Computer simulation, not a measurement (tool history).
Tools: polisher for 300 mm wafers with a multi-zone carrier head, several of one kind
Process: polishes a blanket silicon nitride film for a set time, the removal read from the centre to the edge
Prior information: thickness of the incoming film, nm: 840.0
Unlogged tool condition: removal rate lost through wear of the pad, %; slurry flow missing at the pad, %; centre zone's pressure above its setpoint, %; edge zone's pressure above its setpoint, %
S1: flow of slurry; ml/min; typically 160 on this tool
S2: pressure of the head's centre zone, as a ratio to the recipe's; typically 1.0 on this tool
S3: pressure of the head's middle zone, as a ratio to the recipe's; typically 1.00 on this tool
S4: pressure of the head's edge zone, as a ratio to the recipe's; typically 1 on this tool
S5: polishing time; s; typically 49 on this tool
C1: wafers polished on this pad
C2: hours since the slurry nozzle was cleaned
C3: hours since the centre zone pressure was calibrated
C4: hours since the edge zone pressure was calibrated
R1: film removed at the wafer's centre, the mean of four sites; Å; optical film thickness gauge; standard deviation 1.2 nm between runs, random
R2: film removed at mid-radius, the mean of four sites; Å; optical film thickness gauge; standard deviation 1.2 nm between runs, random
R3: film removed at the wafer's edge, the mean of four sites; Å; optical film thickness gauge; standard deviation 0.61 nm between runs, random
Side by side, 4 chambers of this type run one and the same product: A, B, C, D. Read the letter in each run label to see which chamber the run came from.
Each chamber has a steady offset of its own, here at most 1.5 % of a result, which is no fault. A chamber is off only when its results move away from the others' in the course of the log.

run   hour   S1   S2    S3  S4  S5    C1     C2      C3     C4       R1       R2       R3
 1C    5.0  160  1.0  1.00   1  49   453   85.3   233.9  133.9   974.20   961.96   959.54
 2A   14.6  160  1.0  1.00   1  49   250   84.0   131.8  333.2   953.25   958.81   955.63
 3D   19.6  160  1.0  1.00   1  49   314  311.0    38.0  533.5   947.05   970.37   957.04
 4B   25.5  160  1.0  1.00   1  49   655  208.2  1204.6  428.1   963.71   958.41   941.21
      25.9  -- chamber B: edge zone pressure recalibrated
 5D   33.8  160  1.0  1.00   1  49   411  325.2    52.2  547.7   956.52   962.59   969.65
 6A   39.1  160  1.0  1.00   1  49   417  108.5   156.3  357.7   965.82   956.03   964.66
 7C   43.8  160  1.0  1.00   1  49   718  124.1   272.7  172.7   981.38   959.33   964.20
      49.5  -- chamber D: edge zone pressure recalibrated
 8B   49.6  160  1.0  1.00   1  49   820  232.3  1228.7   23.8   948.14   952.79   951.13
 9B   58.4  160  1.0  1.00   1  49   880  241.1  1237.5   32.6   978.67   941.72   931.79
10C   66.5  160  1.0  1.00   1  49   873  146.8   295.4  195.4   960.09   965.46   966.04
11A   72.4  160  1.0  1.00   1  49   645  141.8   189.6  391.0   978.82   971.34   962.71
12D   77.6  160  1.0  1.00   1  49   711  369.0    96.0   28.1   957.56   970.53   950.30
      79.6  -- chamber D: worn pad replaced by a new one
      84.8  -- chamber B: worn pad replaced by a new one
13B   86.8  160  1.1  1.00   1  49    13  269.5  1265.9   61.0  1088.00   961.18   954.83
      92.0  -- chamber A: worn pad replaced by a new one
14C   96.2  160  1.1  1.00   1  49  1076  176.5   325.1  225.1  1076.50   967.27   971.66
15A  101.7  160  1.1  1.00   1  49    66  171.1   218.9  420.3  1079.40   959.92   962.24
16D  110.4  160  1.1  1.00   1  49   210  401.8   128.8   60.9  1046.50   958.38   943.56
17D  117.1  125  1.0  1.09   1  49   256  408.5   135.5   67.6   874.02   972.80   911.24
18B  125.6  125  1.0  1.09   1  49   279  308.3  1304.7   99.8   921.53   956.70   910.18
19C  132.5  125  1.0  1.09   1  49  1325  212.8   361.4  261.4   908.51   996.42   927.10
20A  141.5  125  1.0  1.09   1  49   339  210.9   258.7  460.1   927.58   977.79   927.07
     147.7  -- chamber C: worn pad replaced by a new one
     148.4  -- chamber A: edge zone pressure recalibrated
21C  150.3  160  1.0  1.00   1  49    17  230.6   379.2  279.2   956.51   969.11   977.35
     150.7  -- chamber B: centre zone pressure recalibrated
     154.2  -- chamber C: slurry nozzle cleaned
22D  156.0  210  1.0  1.00   1  65   522  447.4   174.4  106.5  1291.30  1278.60  1285.70
23B  164.5  210  1.0  1.00   1  65   545  347.2    13.9  138.7  1329.50  1332.80  1279.30
     168.9  -- chamber C: edge zone pressure recalibrated
24A  173.4  210  1.0  1.00   1  65   557  242.8   290.6   25.0  1336.50  1352.60  1334.60
25C  179.8  210  1.0  1.00   1  65   219   25.6   408.7   11.0  1361.90  1321.40  1319.80
     180.7  -- chamber A: centre zone pressure recalibrated
26D  185.0  160  1.0  1.00   1  49   721  476.4   203.4  135.5   896.21   909.59   925.97
     189.7  -- chamber D: worn pad replaced by a new one
27A  192.2  160  1.0  1.00   1  49   685  261.6    11.5   43.8   964.87   958.78   961.31
     194.3  -- chamber A: worn pad replaced by a new one
28B  200.2  160  1.0  1.00   1  49   789  382.9    49.6  174.4   946.70   936.88   937.20
29C  209.0  160  1.0  1.00   1  49   419   54.8   437.9   40.2   955.91   953.62   968.76
30A  218.1  160  1.0  1.00   1  49   162  287.5    37.4   69.7   958.89   959.86   971.92
31D  225.1  160  1.0  1.00   1  49   242  516.5   243.5  175.6   852.38   874.30   903.95
32B  232.8  160  1.0  1.00   1  49  1012  415.5    82.2  207.0   935.83   946.92   941.45

The same settings go to every chamber for the next run, one line per chamber below. Forecast the results for each:
33A  239.6  160  1.0  1.00   1  34                   ?   ?   ?
33B  239.6  160  1.0  1.00   1  34                   ?   ?   ?
33C  239.6  160  1.0  1.00   1  34                   ?   ?   ?
33D  239.6  160  1.0  1.00   1  34                   ?   ?   ?

run      R1      R2      R3
33A  660.00  674.60  675.38
33B  674.97  658.07  652.44
33C  674.61  661.31  674.16
33D  569.06  596.72  623.08
